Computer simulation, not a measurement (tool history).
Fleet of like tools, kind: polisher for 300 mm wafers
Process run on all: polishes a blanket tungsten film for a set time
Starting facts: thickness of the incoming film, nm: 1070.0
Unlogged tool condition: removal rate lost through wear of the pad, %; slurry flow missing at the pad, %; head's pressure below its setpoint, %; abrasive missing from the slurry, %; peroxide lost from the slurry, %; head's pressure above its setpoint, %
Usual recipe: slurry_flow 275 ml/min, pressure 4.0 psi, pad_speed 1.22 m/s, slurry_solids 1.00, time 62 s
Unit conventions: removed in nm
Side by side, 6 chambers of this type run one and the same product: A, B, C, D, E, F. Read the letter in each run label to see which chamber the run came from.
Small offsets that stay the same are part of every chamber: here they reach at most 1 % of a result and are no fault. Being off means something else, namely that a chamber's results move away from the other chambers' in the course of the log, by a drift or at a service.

| run | day | slurry_flow | pressure | pad_speed | slurry_solids | time | wafers polished on this pad | hours since the slurry nozzle was cleaned | hours since the head pressure was calibrated | hours since the slurry blender was calibrated | hours since the slurry got fresh peroxide | removed |
|---|---|---|---|---|---|---|---|---|---|---|---|---|
|  | 0.096 | chamber C: slurry tank refilled with fresh slurry and peroxide |
|  | 0.304 | chamber F: slurry blender recalibrated |
| 1A | 0.379 | 275 | 4.0 | 1.22 | 1.00 | 62 | 1044 | 203.9 | 336.2 | 212.8 | 32.9 | 449.15 |
| 2D | 0.804 | 275 | 4.0 | 1.22 | 1.00 | 62 | 752 | 190.7 | 363.6 | 94.0 | 86.1 | 448.68 |
|  | 1.092 | chamber A: worn pad replaced by a new one |
|  | 1.200 | chamber E: worn pad replaced by a new one |
| 3B | 1.283 | 275 | 4.0 | 1.22 | 1.00 | 62 | 662 | 576.5 | 328.4 | 54.9 | 76.8 | 441.66 |
|  | 1.288 | chamber F: worn pad replaced by a new one |
| 4E | 1.688 | 275 | 4.0 | 1.22 | 1.00 | 62 | 144 | 267.5 | 506.9 | 381.5 | 63.9 | 448.23 |
|  | 1.775 | chamber E: slurry blender recalibrated |
|  | 1.850 | chamber B: slurry tank refilled with fresh slurry and peroxide |
| 5F | 2.033 | 275 | 4.0 | 1.22 | 1.00 | 62 | 221 | 475.8 | 1142.9 | 41.5 | 77.9 | 454.67 |
|  | 2.092 | chamber C: worn pad replaced by a new one |
|  | 2.192 | chamber D: worn pad replaced by a new one |
|  | 2.579 | chamber D: slurry nozzle cleaned |
| 6C | 2.629 | 275 | 4.0 | 1.22 | 1.00 | 62 | 159 | 404.5 | 184.1 | 164.0 | 60.9 | 462.73 |
| 7D | 2.975 | 275 | 4.0 | 1.22 | 1.00 | 62 | 232 | 9.5 | 415.7 | 146.1 | 138.2 | 455.29 |
|  | 3.062 | chamber B: worn pad replaced by a new one |
|  | 3.358 | chamber C: slurry tank refilled with fresh slurry and peroxide |
|  | 3.412 | chamber A: slurry blender recalibrated |
| 8A | 3.500 | 275 | 5.3 | 1.22 | 0.90 | 62 | 713 | 278.8 | 411.1 | 2.1 | 107.8 | 578.00 |
|  | 3.633 | chamber D: slurry blender recalibrated |
| 9F | 3.942 | 275 | 5.3 | 1.22 | 0.90 | 62 | 786 | 521.6 | 1188.7 | 87.3 | 123.7 | 577.02 |
|  | 4.229 | chamber E: slurry nozzle cleaned |
| 10B | 4.483 | 275 | 5.3 | 1.22 | 0.90 | 62 | 421 | 653.3 | 405.2 | 131.7 | 63.3 | 560.92 |
|  | 4.646 | chamber E: slurry tank refilled with fresh slurry and peroxide |
|  | 4.671 | chamber A: slurry tank refilled with fresh slurry and peroxide |
| 11C | 4.767 | 275 | 5.3 | 1.22 | 0.90 | 62 | 791 | 455.8 | 235.4 | 215.3 | 33.8 | 579.61 |
|  | 4.804 | chamber E: worn pad replaced by a new one |
|  | 4.904 | chamber E: head pressure recalibrated |
|  | 4.967 | chamber F: slurry tank refilled with fresh slurry and peroxide |
|  | 5.133 | chamber A: worn pad replaced by a new one |
|  | 5.217 | chamber F: worn pad replaced by a new one |
| 12E | 5.367 | 275 | 5.3 | 1.22 | 0.90 | 62 | 167 | 27.4 | 11.2 | 86.2 | 17.3 | 583.95 |
|  | 5.604 | chamber C: worn pad replaced by a new one |
| 13C | 5.650 | 275 | 5.3 | 1.22 | 0.90 | 62 | 14 | 477.0 | 256.6 | 236.5 | 55.0 | 586.57 |
|  | 5.904 | chamber D: worn pad replaced by a new one |
| 14D | 5.946 | 275 | 4.0 | 1.22 | 1.00 | 62 | 13 | 80.8 | 487.0 | 55.6 | 209.5 | 454.00 |
|  | 6.121 | chamber F: slurry nozzle cleaned |
|  | 6.283 | chamber B: slurry tank refilled with fresh slurry and peroxide |
| 15E | 6.383 | 275 | 4.0 | 1.22 | 1.00 | 62 | 468 | 51.8 | 35.6 | 110.6 | 41.7 | 462.60 |
|  | 6.738 | chamber F: head pressure recalibrated |
| 16F | 6.838 | 275 | 4.0 | 1.36 | 1.00 | 78 | 480 | 17.2 | 2.5 | 156.8 | 44.9 | 637.88 |
|  | 7.054 | chamber B: worn pad replaced by a new one |
|  | 7.125 | chamber C: slurry tank refilled with fresh slurry and peroxide |
| 17B | 7.404 | 275 | 4.0 | 1.36 | 1.00 | 78 | 104 | 723.4 | 475.3 | 201.8 | 27.0 | 640.69 |
| 18A | 7.925 | 275 | 4.0 | 1.36 | 1.00 | 78 | 826 | 385.0 | 517.3 | 108.3 | 78.2 | 636.57 |
|  | 8.050 | chamber E: worn pad replaced by a new one |
|  | 8.488 | chamber F: worn pad replaced by a new one |
| 19E | 8.492 | 275 | 4.0 | 1.36 | 1.00 | 78 | 131 | 102.4 | 86.2 | 161.2 | 92.3 | 641.80 |
|  | 8.512 | chamber D: head pressure recalibrated |
| 20F | 8.850 | 275 | 4.0 | 1.36 | 1.00 | 78 | 107 | 65.5 | 50.8 | 205.1 | 93.2 | 640.17 |
|  | 9.046 | chamber A: worn pad replaced by a new one |
|  | 9.325 | chamber D: worn pad replaced by a new one |
| 21A | 9.346 | 275 | 4.0 | 1.36 | 1.00 | 78 | 89 | 419.1 | 551.4 | 142.4 | 112.3 | 615.54 |
|  | 9.379 | chamber F: slurry blender recalibrated |
|  | 9.517 | chamber B: head pressure recalibrated |
|  | 9.742 | chamber C: worn pad replaced by a new one |
|  | 9.762 | chamber C: slurry blender recalibrated |
| 22D | 9.925 | 275 | 4.0 | 1.38 | 1.00 | 62 | 177 | 176.3 | 34.0 | 151.1 | 305.0 | 496.37 |
|  | 9.967 | chamber D: slurry blender recalibrated |
|  | 10.062 | chamber B: slurry tank refilled with fresh slurry and peroxide |
| 23B | 10.483 | 275 | 4.0 | 1.38 | 1.00 | 62 | 1015 | 797.3 | 23.2 | 275.7 | 10.1 | 505.57 |
|  | 10.746 | chamber C: slurry tank refilled with fresh slurry and peroxide |
| 24C | 10.825 | 275 | 4.0 | 1.38 | 1.00 | 62 | 321 | 601.2 | 380.8 | 25.6 | 1.9 | 515.57 |
|  | 10.829 | chamber B: worn pad replaced by a new one |
|  | 11.004 | chamber E: slurry tank refilled with fresh slurry and peroxide |
|  | 11.029 | chamber A: slurry tank refilled with fresh slurry and peroxide |
| 25F | 11.238 | 275 | 4.0 | 1.38 | 1.00 | 62 | 814 | 122.8 | 108.1 | 44.6 | 150.5 | 497.48 |
|  | 11.392 | chamber F: slurry tank refilled with fresh slurry and peroxide |
|  | 11.638 | chamber E: worn pad replaced by a new one |
| 26C | 11.879 | 275 | 4.0 | 1.38 | 1.00 | 62 | 633 | 626.5 | 406.1 | 50.9 | 27.2 | 511.70 |
|  | 12.112 | chamber F: worn pad replaced by a new one |
| 27B | 12.162 | 275 | 4.0 | 1.38 | 1.00 | 62 | 395 | 837.6 | 63.5 | 316.0 | 50.4 | 522.90 |
|  | 12.525 | chamber D: worn pad replaced by a new one |
| 28E | 12.600 | 275 | 4.0 | 1.22 | 1.00 | 62 | 284 | 201.0 | 184.8 | 259.8 | 38.4 | 457.91 |
|  | 12.746 | chamber A: worn pad replaced by a new one |
| 29D | 12.908 | 275 | 4.0 | 1.22 | 1.00 | 62 | 114 | 247.9 | 105.6 | 70.6 | 376.6 | 433.64 |
| 30A | 13.438 | 275 | 5.0 | 1.22 | 1.00 | 62 | 205 | 517.3 | 649.6 | 240.6 | 57.9 | 549.52 |
|  | 13.492 | chamber D: slurry nozzle cleaned |
| 31E | 13.779 | 275 | 5.0 | 1.22 | 1.00 | 62 | 633 | 229.3 | 213.1 | 288.1 | 66.7 | 560.24 |
|  | 14.000 | chamber C: worn pad replaced by a new one |
|  | 14.046 | chamber A: slurry blender recalibrated |
|  | 14.204 | chamber B: slurry tank refilled with fresh slurry and peroxide |
| 32F | 14.267 | 275 | 5.0 | 1.22 | 1.00 | 62 | 637 | 195.5 | 180.8 | 117.3 | 69.0 | 578.75 |
|  | 14.275 | chamber C: slurry tank refilled with fresh slurry and peroxide |
|  | 14.312 | chamber B: worn pad replaced by a new one |
|  | 14.588 | chamber E: slurry blender recalibrated |
| 33A | 14.588 | 275 | 5.0 | 1.22 | 1.00 | 62 | 546 | 544.9 | 677.2 | 13.1 | 85.5 | 559.20 |
| 34B | 15.150 | 275 | 5.0 | 1.22 | 1.00 | 62 | 248 | 909.3 | 135.2 | 387.7 | 22.8 | 559.55 |
|  | 15.204 | chamber B: slurry nozzle cleaned |
| 35C | 15.446 | 275 | 5.0 | 1.22 | 1.00 | 62 | 428 | 712.1 | 491.7 | 136.5 | 28.1 | 571.27 |
|  | 15.712 | chamber F: worn pad replaced by a new one |
|  | 15.921 | chamber E: worn pad replaced by a new one |
| 36D | 16.054 | 275 | 4.0 | 1.22 | 1.00 | 62 | 1045 | 61.6 | 181.1 | 146.1 | 452.1 | 412.19 |
|  | 16.383 | chamber A: worn pad replaced by a new one |
|  | 16.508 | chamber E: slurry tank refilled with fresh slurry and peroxide |
| 37F | 16.542 | 275 | 4.0 | 1.22 | 1.00 | 62 | 245 | 250.1 | 235.4 | 171.9 | 123.6 | 452.19 |
| 38C | 17.179 | 275 | 4.0 | 1.22 | 1.25 | 53 | 941 | 753.7 | 533.3 | 178.1 | 69.7 | 403.31 |
| 39A | 17.554 | 275 | 4.0 | 1.22 | 1.25 | 53 | 346 | 616.1 | 748.4 | 84.3 | 156.7 | 398.31 |
|  | 17.638 | chamber B: worn pad replaced by a new one |
| 40E | 18.129 | 275 | 4.0 | 1.22 | 1.25 | 53 | 653 | 333.7 | 317.5 | 85.0 | 39.0 | 407.05 |
|  | 18.642 | chamber B: slurry tank refilled with fresh slurry and peroxide |
| 41B | 18.750 | 275 | 4.0 | 1.22 | 1.25 | 53 | 330 | 85.1 | 221.6 | 474.1 | 2.6 | 394.43 |

Is one chamber out of step, is the gauge drifting, or do the chambers differ by no more than their own small offsets? For an off chamber, give its letter and the likeliest cause.

Little by little, chamber D moves away from the other chambers.
Cause: peroxide lost from the slurry, % = 31.6.

Below are 4 candidate recipes for chamber D's next run, each the usual settings with a change, their results shown as question marks. Which of them brings D's results back in line with what the other chambers give on the usual settings?
In-line tolerance around the mean of the other chambers on the usual settings: removed 22.00 nm
| 42D-1 | 19.212 | 275 | 4.2 | 1.28 | 1.00 | 65 |  |  |  |  |  | ? |
| 42D-2 | 19.212 | 275 | 3.5 | 1.22 | 1.00 | 62 |  |  |  |  |  | ? |
| 42D-3 | 19.212 | 275 | 5.3 | 1.22 | 1.00 | 62 |  |  |  |  |  | ? |
| 42D-4 | 19.212 | 270 | 3.4 | 1.06 | 1.00 | 62 |  |  |  |  |  | ? |

The mean the other chambers reach with the usual settings: removed 448.42 nm
| run | removed |
|---|---|
| 42D-1 | 451.89 |
| 42D-2 | 341.14 |
| 42D-3 | 519.60 |
| 42D-4 | 286.62 |
The answer is 42D-1, which returns the chamber to within the allowed miss of the others.
